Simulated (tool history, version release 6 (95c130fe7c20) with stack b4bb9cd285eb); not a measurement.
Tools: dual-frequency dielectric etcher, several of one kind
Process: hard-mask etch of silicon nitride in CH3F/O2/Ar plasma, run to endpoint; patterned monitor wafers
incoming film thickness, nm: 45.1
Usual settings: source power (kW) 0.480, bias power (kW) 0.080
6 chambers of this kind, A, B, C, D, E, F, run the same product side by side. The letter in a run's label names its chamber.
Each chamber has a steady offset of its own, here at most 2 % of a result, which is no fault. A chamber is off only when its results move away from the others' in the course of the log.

| run | hour | source power (kW) | bias power (kW) | hours since the last wet clean | hours since the last source power generator calibration | hours since the last bias power generator calibration | endpoint time (s) |
|---|---|---|---|---|---|---|---|
| 1A | 5.3 | 0.480 | 0.080 | 84.0 | 3015.2 | 632.9 | 58.344 |
| 2F | 8.8 | 0.480 | 0.080 | 553.7 | 1257.0 | 2044.3 | 59.500 |
| 3E | 11.6 | 0.480 | 0.080 | 287.4 | 2389.5 | 1975.1 | 58.652 |
| 4B | 15.6 | 0.480 | 0.080 | 191.7 | 2421.2 | 634.8 | 59.285 |
| 5C | 21.2 | 0.480 | 0.080 | 302.6 | 77.8 | 251.5 | 59.189 |
| 6D | 25.4 | 0.480 | 0.080 | 351.3 | 422.6 | 2299.0 | 57.946 |
| 7E | 30.8 | 0.480 | 0.080 | 306.6 | 2408.7 | 1994.3 | 58.752 |
| 8C | 33.9 | 0.480 | 0.080 | 315.3 | 90.5 | 264.2 | 59.124 |
| 9F | 36.7 | 0.480 | 0.080 | 581.6 | 1284.9 | 2072.2 | 59.973 |
| 10D | 40.9 | 0.480 | 0.080 | 366.8 | 438.1 | 2314.5 | 58.351 |
| 11A | 45.7 | 0.480 | 0.080 | 124.4 | 3055.6 | 673.3 | 58.214 |
| 12B | 49.5 | 0.480 | 0.080 | 225.6 | 2455.1 | 668.7 | 58.821 |
|  | 52.8 | chamber D: wet clean of the chamber |
| 13C | 54.0 | 0.480 | 0.080 | 335.4 | 110.6 | 284.3 | 58.983 |
| 14A | 58.3 | 0.480 | 0.080 | 137.0 | 3068.2 | 685.9 | 58.123 |
| 15F | 63.2 | 0.480 | 0.080 | 608.1 | 1311.4 | 2098.7 | 59.716 |
| 16B | 69.1 | 0.480 | 0.080 | 245.2 | 2474.7 | 688.3 | 58.994 |
| 17E | 71.8 | 0.570 | 0.080 | 347.6 | 2449.7 | 2035.3 | 54.290 |
| 18D | 75.0 | 0.570 | 0.080 | 22.2 | 472.2 | 2348.6 | 55.019 |
| 19C | 80.8 | 0.570 | 0.080 | 362.2 | 137.4 | 311.1 | 54.982 |
| 20F | 85.8 | 0.570 | 0.080 | 630.7 | 1334.0 | 2121.3 | 56.192 |
| 21D | 90.3 | 0.570 | 0.080 | 37.5 | 487.5 | 2363.9 | 54.802 |
| 22E | 94.0 | 0.570 | 0.080 | 369.8 | 2471.9 | 2057.5 | 54.537 |
|  | 95.7 | chamber F: wet clean of the chamber |
| 23B | 96.7 | 0.480 | 0.080 | 272.8 | 2502.3 | 715.9 | 58.944 |
| 24A | 101.0 | 0.480 | 0.080 | 179.7 | 3110.9 | 728.6 | 58.364 |
| 25C | 106.0 | 0.480 | 0.072 | 387.4 | 162.6 | 336.3 | 61.125 |
| 26E | 110.1 | 0.480 | 0.072 | 385.9 | 2488.0 | 2073.6 | 59.599 |
| 27D | 114.3 | 0.480 | 0.072 | 61.5 | 511.5 | 2387.9 | 60.342 |
| 28B | 119.8 | 0.480 | 0.072 | 295.9 | 2525.4 | 739.0 | 61.160 |
| 29F | 123.1 | 0.480 | 0.072 | 27.5 | 1371.3 | 2158.6 | 62.075 |
| 30A | 129.1 | 0.480 | 0.072 | 207.8 | 3139.0 | 756.7 | 60.653 |
|  | 129.8 | chamber C: wet clean of the chamber |
| 31A | 134.9 | 0.480 | 0.080 | 213.6 | 3144.8 | 762.5 | 58.325 |
| 32B | 140.4 | 0.480 | 0.080 | 316.5 | 2546.0 | 759.6 | 58.749 |
| 33E | 145.0 | 0.480 | 0.080 | 420.8 | 2522.9 | 2108.5 | 57.600 |
| 34C | 148.1 | 0.480 | 0.080 | 18.3 | 204.7 | 378.4 | 58.937 |
| 35F | 152.5 | 0.480 | 0.080 | 56.9 | 1400.7 | 2188.0 | 59.827 |
| 36D | 156.7 | 0.480 | 0.071 | 103.9 | 553.9 | 2430.3 | 60.946 |
| 37F | 160.8 | 0.480 | 0.071 | 65.2 | 1409.0 | 2196.3 | 61.890 |
| 38D | 166.5 | 0.480 | 0.071 | 113.7 | 563.7 | 2440.1 | 60.725 |
| 39A | 172.6 | 0.480 | 0.071 | 251.3 | 3182.5 | 800.2 | 60.515 |
| 40C | 178.4 | 0.480 | 0.071 | 48.6 | 235.0 | 408.7 | 62.057 |
| 41E | 183.7 | 0.480 | 0.071 | 459.5 | 2561.6 | 2147.2 | 59.466 |
| 42B | 188.7 | 0.480 | 0.080 | 364.8 | 2594.3 | 807.9 | 58.701 |
| 43A | 194.8 | 0.480 | 0.080 | 273.5 | 3204.7 | 822.4 | 58.452 |

Next, every chamber runs the same settings. What will each give?
| 44A | 199.2 | 0.480 | 0.067 |  |  |  | ? |
| 44B | 199.2 | 0.480 | 0.067 |  |  |  | ? |
| 44C | 199.2 | 0.480 | 0.067 |  |  |  | ? |
| 44D | 199.2 | 0.480 | 0.067 |  |  |  | ? |
| 44E | 199.2 | 0.480 | 0.067 |  |  |  | ? |
| 44F | 199.2 | 0.480 | 0.067 |  |  |  | ? |

| run | endpoint time (s) |
|---|---|
| 44A | 61.881 |
| 44B | 62.767 |
| 44C | 63.176 |
| 44D | 61.711 |
| 44E | 60.719 |
| 44F | 63.648 |
